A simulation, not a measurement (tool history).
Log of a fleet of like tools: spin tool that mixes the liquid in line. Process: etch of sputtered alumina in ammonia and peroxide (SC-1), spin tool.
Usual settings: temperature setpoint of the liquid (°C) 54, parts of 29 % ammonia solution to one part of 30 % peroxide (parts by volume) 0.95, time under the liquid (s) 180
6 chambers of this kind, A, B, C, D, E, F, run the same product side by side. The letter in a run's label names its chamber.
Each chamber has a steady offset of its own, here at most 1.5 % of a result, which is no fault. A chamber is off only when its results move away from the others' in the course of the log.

run    day  temperature setpoint of the liquid (°C)  parts of 29 % ammonia solution to one part of 30 % peroxide (parts by volume)  time under the liquid (s)  hours since the thermometer was replaced  hours since the ammonia flow meter was replaced  hours since the heated supply line was repaired  hours since the drum of ammonia solution was connected  read-back film thickness of the sputtered alumina reference wafer, read on the same gauge (nm)  thickness taken off the sputtered alumina on a monitor wafer (nm)
 1B  0.088                                       54                                                                           0.95                        180                                       339                                              447                                           2440.5                                                   443.4                                                                                          150.02                                                             10.252
     0.142  -- chamber E: new drum of ammonia solution connected
 2C  0.179                                       54                                                                           0.95                        180                                    1032.3                                             60.8                                            112.2                                                   275.4                                                                                          149.98                                                             10.326
 3A  0.275                                       54                                                                           0.95                        180                                     941.2                                            697.9                                           2659.7                                                   405.5                                                                                          149.96                                                             10.323
 4D  0.404                                       54                                                                           0.95                        180                                     441.5                                            240.5                                            180.4                                                      13                                                                                          149.99                                                             9.9806
 5E  0.521                                       54                                                                           0.95                        180                                     439.1                                            387.8                                            152.5                                                     9.2                                                                                             150                                                             10.197
 6F  0.696                                       54                                                                           0.95                        180                                     372.8                                           1540.6                                            708.1                                                     573                                                                                          150.01                                                             10.232
 7D  0.796                                       54                                                                           0.95                        180                                     450.9                                            249.9                                            189.8                                                    22.4                                                                                             150                                                             10.108
 8C  0.946                                       54                                                                           0.95                        180                                    1050.7                                             79.2                                            130.6                                                   293.8                                                                                             150                                                              10.34
 9F  1.021                                       54                                                                           0.95                        180                                     380.6                                           1548.4                                            715.9                                                   580.8                                                                                          149.98                                                             10.356
10A  1.117                                       54                                                                           0.95                        180                                     961.4                                            718.1                                           2679.9                                                   425.7                                                                                          150.03                                                             10.418
11E  1.246                                       54                                                                           0.95                        180                                     456.5                                            405.2                                            169.9                                                    26.6                                                                                          149.98                                                             10.349
12B  1.388                                       54                                                                           0.95                        180                                     370.2                                            478.2                                           2471.7                                                   474.6                                                                                          150.02                                                             10.339
13D  1.517                                       54                                                                           0.95                        180                                     468.2                                            267.2                                            207.1                                                    39.7                                                                                          149.99                                                             9.9317
14B  1.621                                       54                                                                           0.65                        180                                     375.8                                            483.8                                           2477.3                                                   480.2                                                                                          150.02                                                             9.7497
15C  1.792                                       54                                                                           0.65                        180                                      1071                                             99.5                                            150.9                                                   314.1                                                                                          150.02                                                             9.7943
16F  1.938                                       54                                                                           0.65                        180                                     402.6                                           1570.4                                            737.9                                                   602.8                                                                                          150.07                                                             9.8595
17E  2.071                                       54                                                                           0.65                        180                                     476.3                                              425                                            189.7                                                    46.4                                                                                          150.05                                                             9.8494
18A  2.171                                       54                                                                           0.65                        180                                     986.7                                            743.4                                           2705.2                                                     451                                                                                          150.01                                                             10.006
19D  2.338                                       54                                                                           0.65                        180                                     487.9                                            286.9                                            226.8                                                    59.4                                                                                          149.97                                                             9.5498
20B  2.508                                       54                                                                           0.95                        180                                     397.1                                            505.1                                           2498.6                                                   501.5                                                                                          149.99                                                             10.284
21C  2.658                                       54                                                                           0.95                        180                                    1091.8                                            120.3                                            171.7                                                   334.9                                                                                          149.97                                                             10.158
22A  2.754                                       54                                                                           0.95                        180                                    1000.7                                            757.4                                           2719.2                                                     465                                                                                          149.99                                                             10.354
23E  2.912                                       54                                                                           0.95                        180                                     496.5                                            445.2                                            209.9                                                    66.6                                                                                          149.98                                                             10.001
24F  3.058                                       54                                                                           0.95                        180                                     429.5                                           1597.3                                            764.8                                                   629.7                                                                                          150.02                                                             10.492
25C  3.175                                     61.5                                                                           0.95                        180                                    1104.2                                            132.7                                            184.1                                                   347.3                                                                                          149.99                                                             15.159
26E  3.262                                     61.5                                                                           0.95                        180                                     504.9                                            453.6                                            218.3                                                      75                                                                                          149.99                                                              14.73
27D  3.371                                     61.5                                                                           0.95                        180                                     512.7                                            311.7                                            251.6                                                    84.2                                                                                          150.02                                                             14.796
28A  3.504                                     61.5                                                                           0.95                        180                                    1018.7                                            775.4                                           2737.2                                                     483                                                                                             150                                                             15.362
29B  3.646                                     61.5                                                                           0.95                        180                                     424.4                                            532.4                                           2525.9                                                   528.8                                                                                          150.01                                                             15.233
30F  3.804                                     61.5                                                                           0.95                        180                                     447.4                                           1615.2                                            782.7                                                   647.6                                                                                          149.97                                                             14.934
31F  3.896                                       54                                                                           0.95                        180                                     449.6                                           1617.4                                            784.9                                                   649.8                                                                                          149.97                                                             10.323
32D  4.004                                       54                                                                            1.2                        180                                     527.9                                            326.9                                            266.8                                                    99.4                                                                                          149.98                                                             10.313
33E  4.146                                       54                                                                            1.2                        180                                     526.1                                            474.8                                            239.5                                                    96.2                                                                                          150.02                                                             9.7869
34A  4.238                                       54                                                                            1.2                        180                                    1036.3                                              793                                           2754.8                                                   500.6                                                                                          150.01                                                             10.464
35C  4.321                                       54                                                                            1.2                        180                                    1131.7                                            160.2                                            211.6                                                   374.8                                                                                          149.99                                                             10.524
36B  4.438                                       54                                                                            1.2                        180                                     443.4                                            551.4                                           2544.9                                                   547.8                                                                                          150.01                                                             10.462
37D  4.525                                       54                                                                            1.2                        180                                     540.4                                            339.4                                            279.3                                                   111.9                                                                                          150.02                                                             10.145
38C  4.704                                       54                                                                           0.95                        180                                    1140.9                                            169.4                                            220.8                                                     384                                                                                          149.98                                                             10.128
39B  4.838                                       54                                                                           0.95                        180                                       453                                              561                                           2554.5                                                   557.4                                                                                             150                                                             10.346

Is one chamber off against the others, does the gauge drift, or is nothing wrong? If a chamber is off, say which, and what the likeliest cause is.

Chamber E drifts away from the others.
Cause: temperature lost on the way to the wafer (K) = 1.9.
The log may not tell that from: liquid colder than its thermometer reads (K).

Here are 4 candidates for chamber E's next run, each the usual settings with a change, their results left as question marks. Which one brings its results back in line with what the others give on the usual settings?
In line means no further than this from the other chambers' mean on the usual settings: thickness taken off the sputtered alumina on a monitor wafer (nm) 0.32
40E-1  4.967                                       55                                                                           0.95                        190                                                                                                                                                                                                                                                                                                                                                                      ?
40E-2  4.967                                     57.5                                                                           0.95                        180                                                                                                                                                                                                                                                                                                                                                                      ?
40E-3  4.967                                     50.5                                                                           0.95                        180                                                                                                                                                                                                                                                                                                                                                                      ?
40E-4  4.967                                       52                                                                           0.95                        180                                                                                                                                                                                                                                                                                                                                                                      ?

The other chambers' mean on the usual settings: thickness taken off the sputtered alumina on a monitor wafer (nm) 10.238
  run  thickness taken off the sputtered alumina on a monitor wafer (nm)
40E-1                                                             10.327
40E-2                                                             11.184
40E-3                                                             7.6423
40E-4                                                             8.3022
40E-1 brings the chamber back in line.
